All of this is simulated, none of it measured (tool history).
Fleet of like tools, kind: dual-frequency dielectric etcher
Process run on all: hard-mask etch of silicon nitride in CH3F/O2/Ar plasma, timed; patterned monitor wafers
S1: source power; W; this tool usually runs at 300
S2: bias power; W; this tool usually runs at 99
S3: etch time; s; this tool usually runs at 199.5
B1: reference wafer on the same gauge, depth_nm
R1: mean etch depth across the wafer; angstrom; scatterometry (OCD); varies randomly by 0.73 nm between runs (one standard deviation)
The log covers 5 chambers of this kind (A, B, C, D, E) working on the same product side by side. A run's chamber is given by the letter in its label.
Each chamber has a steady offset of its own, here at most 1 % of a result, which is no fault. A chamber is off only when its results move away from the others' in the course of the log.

Run 1D, day 0.571: usual settings; B1 144.88. Result: R1 1409.80 angstrom.
Run 2E, day 1.050: usual settings; B1 145.13. Result: R1 1409.10 angstrom.
Run 3C, day 1.533: usual settings; B1 144.97. Result: R1 1389.80 angstrom.
Run 4B, day 2.008: usual settings; B1 145.01. Result: R1 1410.30 angstrom.
Run 5A, day 2.475: usual settings; B1 144.93. Result: R1 1405.00 angstrom.
Run 6E, day 2.838: usual settings but S1 230 W, S3 142.0 s; B1 144.87. Result: R1 907.93 angstrom.
Run 7B, day 3.221: usual settings but S1 230 W, S3 142.0 s; B1 145.18. Result: R1 902.79 angstrom.
At day 3.371: chamber E: wet clean of the chamber.
Run 8A, day 3.508: usual settings but S1 230 W, S3 142.0 s; B1 145.11. Result: R1 911.51 angstrom.
Run 9C, day 4.058: usual settings but S1 230 W, S3 142.0 s; B1 144.85. Result: R1 902.46 angstrom.
Run 10D, day 4.558: usual settings but S1 230 W, S3 142.0 s; B1 145.05. Result: R1 906.08 angstrom.
Run 11B, day 4.988: usual settings; B1 145.12. Result: R1 1408.30 angstrom.
At day 5.421: chamber B: wet clean of the chamber.
Run 12A, day 5.462: usual settings; B1 144.87. Result: R1 1414.00 angstrom.
Run 13D, day 6.025: usual settings; B1 145.22. Result: R1 1404.00 angstrom.
Run 14C, day 6.350: usual settings; B1 144.90. Result: R1 1395.00 angstrom.
Run 15E, day 6.738: usual settings; B1 144.94. Result: R1 1412.90 angstrom.
Run 16C, day 6.996: usual settings; B1 144.88. Result: R1 1399.30 angstrom.
At day 7.092: chamber C: wet clean of the chamber.
Run 17E, day 7.546: usual settings but S1 260 W, S2 81 W; B1 145.10. Result: R1 1241.70 angstrom.
Run 18D, day 8.050: usual settings but S1 260 W, S2 81 W; B1 144.91. Result: R1 1250.30 angstrom.
Run 19B, day 8.450: usual settings but S1 260 W, S2 81 W; B1 145.19. Result: R1 1244.10 angstrom.
Run 20A, day 8.804: usual settings but S1 260 W, S2 81 W; B1 144.98. Result: R1 1253.20 angstrom.
Run 21C, day 9.271: usual settings but S1 260 W, S2 81 W; B1 144.81. Result: R1 1301.00 angstrom.
At day 9.779: chamber B: bias power generator calibrated.
Run 22E, day 9.833: usual settings but S2 90 W, S3 173.5 s; B1 145.03. Result: R1 1185.10 angstrom.
At day 10.146: chamber D: wet clean of the chamber.
Run 23A, day 10.375: usual settings but S2 90 W, S3 173.5 s; B1 145.10. Result: R1 1188.30 angstrom.
Run 24B, day 10.783: usual settings but S2 90 W, S3 173.5 s; B1 144.98. Result: R1 1179.30 angstrom.
Run 25D, day 11.108: usual settings but S2 90 W, S3 173.5 s; B1 145.18. Result: R1 1185.00 angstrom.
Run 26C, day 11.675: usual settings but S2 90 W, S3 173.5 s; B1 145.04. Result: R1 1231.30 angstrom.
Run 27A, day 12.029: usual settings; B1 145.05. Result: R1 1425.10 angstrom.
Run 28E, day 12.579: usual settings; B1 144.85. Result: R1 1411.40 angstrom.
Run 29B, day 13.038: usual settings; B1 145.27. Result: R1 1397.80 angstrom.
Run 30D, day 13.504: usual settings but S1 360 W, S3 151.0 s; B1 145.14. Result: R1 1146.70 angstrom.
Run 31C, day 13.908: usual settings but S1 360 W, S3 151.0 s; B1 145.19. Result: R1 1190.40 angstrom.
Run 32E, day 14.429: usual settings but S1 360 W, S3 151.0 s; B1 145.26. Result: R1 1136.60 angstrom.
Run 33B, day 14.900: usual settings but S1 360 W, S3 151.0 s; B1 144.96. Result: R1 1149.20 angstrom.
Run 34D, day 15.433: usual settings but S1 360 W, S3 151.0 s; B1 145.23. Result: R1 1140.30 angstrom.
Run 35A, day 15.971: usual settings; B1 145.02. Result: R1 1415.20 angstrom.
Run 36A, day 16.275: usual settings; B1 145.13. Result: R1 1416.00 angstrom.
Run 37E, day 16.533: usual settings; B1 145.27. Result: R1 1410.00 angstrom.

Is one chamber off against the others, does the gauge drift, or is nothing wrong? If a chamber is off, say which, and what the likeliest cause is.

A service on chamber C put it out of line with the rest.
Likeliest cause: etch rate over this chamber's usual, % = 5.09.

Here are 4 candidates for chamber C's next run, each the usual settings with a change, their results left as question marks. Which one brings its results back in line with what the others give on the usual settings?
In-line tolerance around the mean of the other chambers on the usual settings: R1 26.00 angstrom
Run 38C-1, day 16.950: usual settings but S2 79 W. Result: R1 ?.
Run 38C-2, day 16.950: usual settings but S3 191.5 s. Result: R1 ?.
Run 38C-3, day 16.950: usual settings but S2 100 W, S3 206.5 s. Result: R1 ?.
Run 38C-4, day 16.950: usual settings but S1 310 W, S2 101 W, S3 213.5 s. Result: R1 ?.

Mean of the other chambers on the usual settings: R1 1410.60 angstrom
  run       R1
38C-1  1347.10
38C-2  1403.80
38C-3  1519.50
38C-4  1595.70
38C-2 puts the chamber back in line with the other chambers.
